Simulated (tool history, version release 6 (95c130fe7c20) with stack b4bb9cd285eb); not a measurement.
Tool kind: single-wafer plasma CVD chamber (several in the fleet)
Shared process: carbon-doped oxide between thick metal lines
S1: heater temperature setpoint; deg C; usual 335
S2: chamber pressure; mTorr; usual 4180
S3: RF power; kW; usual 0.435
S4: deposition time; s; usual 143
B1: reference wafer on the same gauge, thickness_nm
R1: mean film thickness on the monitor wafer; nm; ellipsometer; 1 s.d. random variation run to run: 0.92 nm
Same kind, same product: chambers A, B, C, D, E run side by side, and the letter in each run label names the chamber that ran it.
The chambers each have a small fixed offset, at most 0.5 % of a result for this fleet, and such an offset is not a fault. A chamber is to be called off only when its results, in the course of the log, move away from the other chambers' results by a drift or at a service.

run 1B hour=5.0 | S1=335 S2=4180 S3=0.435 S4=143 | B1=708.02 | R1=668.36
-- hour=8.2 chamber D: thermocouple changed; heater temperature recalibrated
run 2A hour=8.8 | S1=335 S2=4180 S3=0.435 S4=143 | B1=708.19 | R1=666.20
run 3E hour=13.1 | S1=335 S2=4180 S3=0.435 S4=143 | B1=708.36 | R1=666.73
run 4D hour=17.8 | S1=335 S2=4180 S3=0.435 S4=143 | B1=708.79 | R1=670.55
run 5C hour=21.3 | S1=335 S2=4180 S3=0.435 S4=163 | B1=708.52 | R1=759.79
run 6E hour=26.3 | S1=335 S2=4180 S3=0.435 S4=163 | B1=708.58 | R1=759.14
run 7D hour=31.9 | S1=335 S2=4180 S3=0.435 S4=163 | B1=708.76 | R1=762.60
run 8A hour=34.9 | S1=335 S2=4180 S3=0.435 S4=163 | B1=708.86 | R1=761.36
run 9C hour=40.4 | S1=335 S2=4180 S3=0.435 S4=163 | B1=708.72 | R1=759.27
run 10B hour=44.1 | S1=347 S2=4180 S3=0.435 S4=143 | B1=708.88 | R1=647.49
run 11A hour=47.3 | S1=347 S2=4180 S3=0.435 S4=143 | B1=709.22 | R1=645.78
run 12D hour=51.5 | S1=347 S2=4180 S3=0.435 S4=143 | B1=709.15 | R1=649.17
run 13E hour=57.0 | S1=347 S2=4180 S3=0.435 S4=143 | B1=709.20 | R1=644.16
run 14B hour=60.7 | S1=347 S2=4180 S3=0.435 S4=143 | B1=709.52 | R1=647.96
run 15C hour=65.5 | S1=335 S2=4180 S3=0.435 S4=143 | B1=709.46 | R1=666.86
run 16D hour=70.6 | S1=335 S2=4180 S3=0.435 S4=143 | B1=709.71 | R1=670.75
run 17B hour=75.8 | S1=335 S2=4180 S3=0.435 S4=143 | B1=709.70 | R1=669.59
run 18A hour=80.2 | S1=335 S2=4180 S3=0.435 S4=143 | B1=709.74 | R1=668.74
run 19C hour=84.1 | S1=335 S2=4180 S3=0.435 S4=143 | B1=710.08 | R1=666.40
run 20E hour=87.6 | S1=335 S2=4180 S3=0.400 S4=134 | B1=709.96 | R1=590.08
run 21A hour=93.2 | S1=335 S2=4180 S3=0.400 S4=134 | B1=710.12 | R1=588.30
run 22D hour=97.1 | S1=335 S2=4180 S3=0.400 S4=134 | B1=710.36 | R1=591.77
run 23B hour=101.7 | S1=335 S2=4180 S3=0.400 S4=134 | B1=710.50 | R1=591.09
run 24E hour=107.3 | S1=335 S2=4180 S3=0.400 S4=134 | B1=710.47 | R1=590.54
run 25C hour=113.0 | S1=335 S2=4180 S3=0.435 S4=143 | B1=710.66 | R1=667.02
run 26E hour=116.5 | S1=335 S2=4180 S3=0.435 S4=143 | B1=710.66 | R1=668.22
run 27C hour=122.0 | S1=335 S2=4180 S3=0.435 S4=143 | B1=710.88 | R1=666.78
run 28B hour=126.8 | S1=335 S2=4180 S3=0.435 S4=143 | B1=711.24 | R1=671.23
run 29D hour=131.7 | S1=335 S2=4180 S3=0.435 S4=143 | B1=711.04 | R1=671.58
run 30A hour=136.7 | S1=335 S2=4180 S3=0.435 S4=143 | B1=711.19 | R1=670.01
run 31E hour=141.8 | S1=335 S2=4180 S3=0.465 S4=143 | B1=711.29 | R1=701.63
run 32B hour=145.3 | S1=335 S2=4180 S3=0.465 S4=143 | B1=711.45 | R1=703.51
run 33C hour=150.6 | S1=335 S2=4180 S3=0.465 S4=143 | B1=711.46 | R1=699.89
run 34A hour=154.6 | S1=335 S2=4180 S3=0.465 S4=143 | B1=711.47 | R1=703.28
run 35D hour=160.5 | S1=335 S2=4180 S3=0.465 S4=143 | B1=711.46 | R1=704.15
run 36D hour=164.2 | S1=335 S2=4180 S3=0.435 S4=143 | B1=711.88 | R1=673.39
run 37B hour=167.4 | S1=335 S2=4180 S3=0.435 S4=122 | B1=711.90 | R1=574.28

For the next run the whole fleet of 5 chambers uses the same settings. Give each chamber's results:
run 38A hour=171.9 | S1=335 S2=4180 S3=0.435 S4=143 | R1=?
run 38B hour=171.9 | S1=335 S2=4180 S3=0.435 S4=143 | R1=?
run 38C hour=171.9 | S1=335 S2=4180 S3=0.435 S4=143 | R1=?
run 38D hour=171.9 | S1=335 S2=4180 S3=0.435 S4=143 | R1=?
run 38E hour=171.9 | S1=335 S2=4180 S3=0.435 S4=143 | R1=?

run=38A R1=668.29
run=38B R1=671.42
run=38C R1=668.64
run=38D R1=675.09
run=38E R1=670.85

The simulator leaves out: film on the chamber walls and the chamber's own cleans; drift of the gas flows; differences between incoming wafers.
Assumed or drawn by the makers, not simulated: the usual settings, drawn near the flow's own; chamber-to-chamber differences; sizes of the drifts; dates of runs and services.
